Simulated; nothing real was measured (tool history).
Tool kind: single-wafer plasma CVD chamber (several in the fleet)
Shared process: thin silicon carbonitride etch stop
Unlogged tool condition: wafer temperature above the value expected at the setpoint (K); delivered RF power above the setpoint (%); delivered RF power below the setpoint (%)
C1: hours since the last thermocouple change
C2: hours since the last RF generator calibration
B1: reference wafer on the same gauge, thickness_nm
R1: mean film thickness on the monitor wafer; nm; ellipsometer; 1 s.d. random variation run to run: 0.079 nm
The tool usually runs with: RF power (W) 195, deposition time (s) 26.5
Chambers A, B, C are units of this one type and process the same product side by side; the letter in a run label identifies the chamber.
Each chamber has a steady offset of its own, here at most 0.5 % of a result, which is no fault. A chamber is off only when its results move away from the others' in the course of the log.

run 1A hour=4.9 | RF_power_(W)=195 deposition_time_(s)=26.5 | C1=1008.4 C2=157.7 | B1=13.289 | R1=14.865
run 2B hour=10.1 | RF_power_(W)=195 deposition_time_(s)=26.5 | C1=1123.4 C2=315.1 | B1=13.284 | R1=14.969
run 3C hour=16.2 | RF_power_(W)=195 deposition_time_(s)=26.5 | C1=548.8 C2=367.4 | B1=13.302 | R1=14.919
run 4A hour=21.4 | RF_power_(W)=195 deposition_time_(s)=26.5 | C1=1024.9 C2=174.2 | B1=13.308 | R1=14.860
run 5C hour=27.0 | RF_power_(W)=195 deposition_time_(s)=26.5 | C1=559.6 C2=378.2 | B1=13.286 | R1=15.004
run 6B hour=31.0 | RF_power_(W)=195 deposition_time_(s)=26.5 | C1=1144.3 C2=336.0 | B1=13.295 | R1=14.861
run 7B hour=35.2 | RF_power_(W)=195 deposition_time_(s)=26.5 | C1=1148.5 C2=340.2 | B1=13.306 | R1=15.003
run 8A hour=39.9 | RF_power_(W)=195 deposition_time_(s)=26.5 | C1=1043.4 C2=192.7 | B1=13.311 | R1=15.161
run 9C hour=43.8 | RF_power_(W)=195 deposition_time_(s)=26.5 | C1=576.4 C2=395.0 | B1=13.293 | R1=14.900
run 10A hour=47.9 | RF_power_(W)=195 deposition_time_(s)=26.5 | C1=1051.4 C2=200.7 | B1=13.300 | R1=14.892
run 11B hour=53.6 | RF_power_(W)=215 deposition_time_(s)=29.4 | C1=1166.9 C2=358.6 | B1=13.295 | R1=17.080
run 12C hour=57.7 | RF_power_(W)=215 deposition_time_(s)=29.4 | C1=590.3 C2=408.9 | B1=13.299 | R1=16.930
run 13C hour=60.6 | RF_power_(W)=215 deposition_time_(s)=29.4 | C1=593.2 C2=411.8 | B1=13.298 | R1=17.079
run 14B hour=64.8 | RF_power_(W)=195 deposition_time_(s)=26.5 | C1=1178.1 C2=369.8 | B1=13.294 | R1=14.951
run 15A hour=70.0 | RF_power_(W)=195 deposition_time_(s)=26.5 | C1=1073.5 C2=222.8 | B1=13.311 | R1=14.848
run 16C hour=75.8 | RF_power_(W)=180 deposition_time_(s)=30.5 | C1=608.4 C2=427.0 | B1=13.321 | R1=16.859
run 17B hour=80.1 | RF_power_(W)=180 deposition_time_(s)=30.5 | C1=1193.4 C2=385.1 | B1=13.302 | R1=16.721
run 18A hour=85.2 | RF_power_(W)=180 deposition_time_(s)=30.5 | C1=1088.7 C2=238.0 | B1=13.301 | R1=16.826
run 19C hour=89.0 | RF_power_(W)=195 deposition_time_(s)=26.5 | C1=621.6 C2=440.2 | B1=13.312 | R1=15.028
run 20A hour=94.1 | RF_power_(W)=195 deposition_time_(s)=26.5 | C1=1097.6 C2=246.9 | B1=13.305 | R1=14.879
run 21B hour=98.9 | RF_power_(W)=195 deposition_time_(s)=26.5 | C1=1212.2 C2=403.9 | B1=13.303 | R1=14.916
run 22B hour=103.4 | RF_power_(W)=195 deposition_time_(s)=26.5 | C1=1216.7 C2=408.4 | B1=13.296 | R1=14.887
run 23A hour=109.3 | RF_power_(W)=160 deposition_time_(s)=23.0 | C1=1112.8 C2=262.1 | B1=13.291 | R1=12.159
run 24C hour=114.2 | RF_power_(W)=160 deposition_time_(s)=23.0 | C1=646.8 C2=465.4 | B1=13.302 | R1=12.211
run 25C hour=119.5 | RF_power_(W)=160 deposition_time_(s)=23.0 | C1=652.1 C2=470.7 | B1=13.294 | R1=12.244
run 26A hour=122.6 | RF_power_(W)=195 deposition_time_(s)=26.5 | C1=1126.1 C2=275.4 | B1=13.301 | R1=14.907
run 27B hour=125.5 | RF_power_(W)=195 deposition_time_(s)=26.5 | C1=1238.8 C2=430.5 | B1=13.291 | R1=14.958
run 28A hour=129.8 | RF_power_(W)=195 deposition_time_(s)=26.5 | C1=1133.3 C2=282.6 | B1=13.306 | R1=15.028
run 29B hour=134.0 | RF_power_(W)=195 deposition_time_(s)=26.5 | C1=1247.3 C2=439.0 | B1=13.293 | R1=14.904
run 30C hour=137.8 | RF_power_(W)=195 deposition_time_(s)=26.5 | C1=670.4 C2=489.0 | B1=13.294 | R1=15.125
run 31B hour=141.0 | RF_power_(W)=195 deposition_time_(s)=26.5 | C1=1254.3 C2=446.0 | B1=13.292 | R1=14.911
run 32C hour=144.7 | RF_power_(W)=195 deposition_time_(s)=26.5 | C1=677.3 C2=495.9 | B1=13.291 | R1=15.118

For the next run the whole fleet of 3 chambers uses the same settings. Give each chamber's results:
run 33A hour=149.2 | RF_power_(W)=195 deposition_time_(s)=31.2 | R1=?
run 33B hour=149.2 | RF_power_(W)=195 deposition_time_(s)=31.2 | R1=?
run 33C hour=149.2 | RF_power_(W)=195 deposition_time_(s)=31.2 | R1=?

run=33A R1=17.582
run=33B R1=17.797
run=33C R1=17.641

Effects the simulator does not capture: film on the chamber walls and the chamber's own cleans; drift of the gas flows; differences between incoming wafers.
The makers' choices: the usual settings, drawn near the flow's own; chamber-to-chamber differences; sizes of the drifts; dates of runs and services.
